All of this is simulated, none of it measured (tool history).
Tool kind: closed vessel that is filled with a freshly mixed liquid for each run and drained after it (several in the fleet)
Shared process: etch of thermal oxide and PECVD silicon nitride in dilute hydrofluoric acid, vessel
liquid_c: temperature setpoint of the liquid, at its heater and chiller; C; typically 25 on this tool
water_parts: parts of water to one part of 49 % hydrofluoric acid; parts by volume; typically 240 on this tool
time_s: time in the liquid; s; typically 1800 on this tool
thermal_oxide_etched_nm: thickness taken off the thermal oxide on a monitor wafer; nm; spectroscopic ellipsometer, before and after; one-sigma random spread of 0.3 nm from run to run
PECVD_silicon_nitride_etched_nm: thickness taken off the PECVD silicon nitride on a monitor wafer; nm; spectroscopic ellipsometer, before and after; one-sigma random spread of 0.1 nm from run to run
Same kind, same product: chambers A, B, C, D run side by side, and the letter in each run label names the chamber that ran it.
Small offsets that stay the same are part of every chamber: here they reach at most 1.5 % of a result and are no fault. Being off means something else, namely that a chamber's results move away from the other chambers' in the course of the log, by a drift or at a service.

run,hour,liquid_c,water_parts,time_s,hours since the thermometer was replaced,hours since the hydrofluoric acid flow meter was replaced,"read-back film thickness of the thermal oxide reference wafer, read on the same gauge (nm)","read-back film thickness of the PECVD silicon nitride reference wafer, read on the same gauge (nm)",thermal_oxide_etched_nm,PECVD_silicon_nitride_etched_nm
1B,5.3,25,240,1800,780.2,1650.6,110.01,60.005,30.839,29.005
2A,9.3,25,240,1800,133.7,462.1,110.00,59.986,31.273,29.158
3D,15.5,25,240,1800,1641.2,311.8,110.01,59.995,30.338,28.958
4C,20.5,25,240,1800,1142.8,690.7,109.98,59.973,30.285,28.806
5B,27.2,29,240,2585,802.1,1672.5,109.98,59.985,51.053,53.163
6C,35.2,29,240,2585,1157.5,705.4,110.00,60.028,51.494,52.866
7D,41.4,29,240,2585,1667.1,337.7,110.01,60.018,51.201,53.277
8A,48.4,29,240,2585,172.8,501.2,110.02,60.005,51.288,53.235
9C,52.8,25,305,1800,1175.1,723.0,110.01,60.024,23.265,22.971
10B,56.7,25,305,1800,831.6,1702.0,110.00,60.017,22.659,22.929
11A,63.9,25,305,1800,188.3,516.7,110.01,60.010,23.195,23.002
12D,70.6,25,305,1800,1696.3,366.9,109.99,60.000,22.384,22.847
13B,76.9,25,240,1800,851.8,1722.2,109.98,59.996,29.958,29.173
14A,82.8,25,240,1800,207.2,535.6,110.01,60.019,31.181,29.089
15C,91.1,25,240,1800,1213.4,761.3,110.00,60.007,31.124,28.878
16D,95.9,25,240,1800,1721.6,392.2,109.99,59.974,30.662,29.142
17C,102.7,25,240,1800,1225.0,772.9,110.03,60.049,31.006,28.861
18B,110.0,25,345,2545,884.9,1755.3,109.99,59.989,27.362,28.660
19D,115.3,25,345,2545,1741.0,411.6,110.01,59.975,27.211,28.600
20A,122.4,25,345,2545,246.8,575.2,109.99,59.986,27.860,28.677
21C,127.6,25,345,2545,1249.9,797.8,110.02,60.009,27.651,28.440
22A,131.9,25,240,1800,256.3,584.7,110.00,59.926,31.130,28.912
23D,139.5,25,240,1800,1765.2,435.8,109.98,59.993,30.501,29.081
24B,143.9,25,240,1800,918.8,1789.2,110.01,59.968,30.737,29.046

Does one chamber stand apart from the rest, does the shared gauge drift, or is all well apart from small per-chamber offsets? Give the chamber and the most likely cause, where there is one.

The fleet is healthy, with each chamber sitting at its usual small offset and no drift in the gauge.
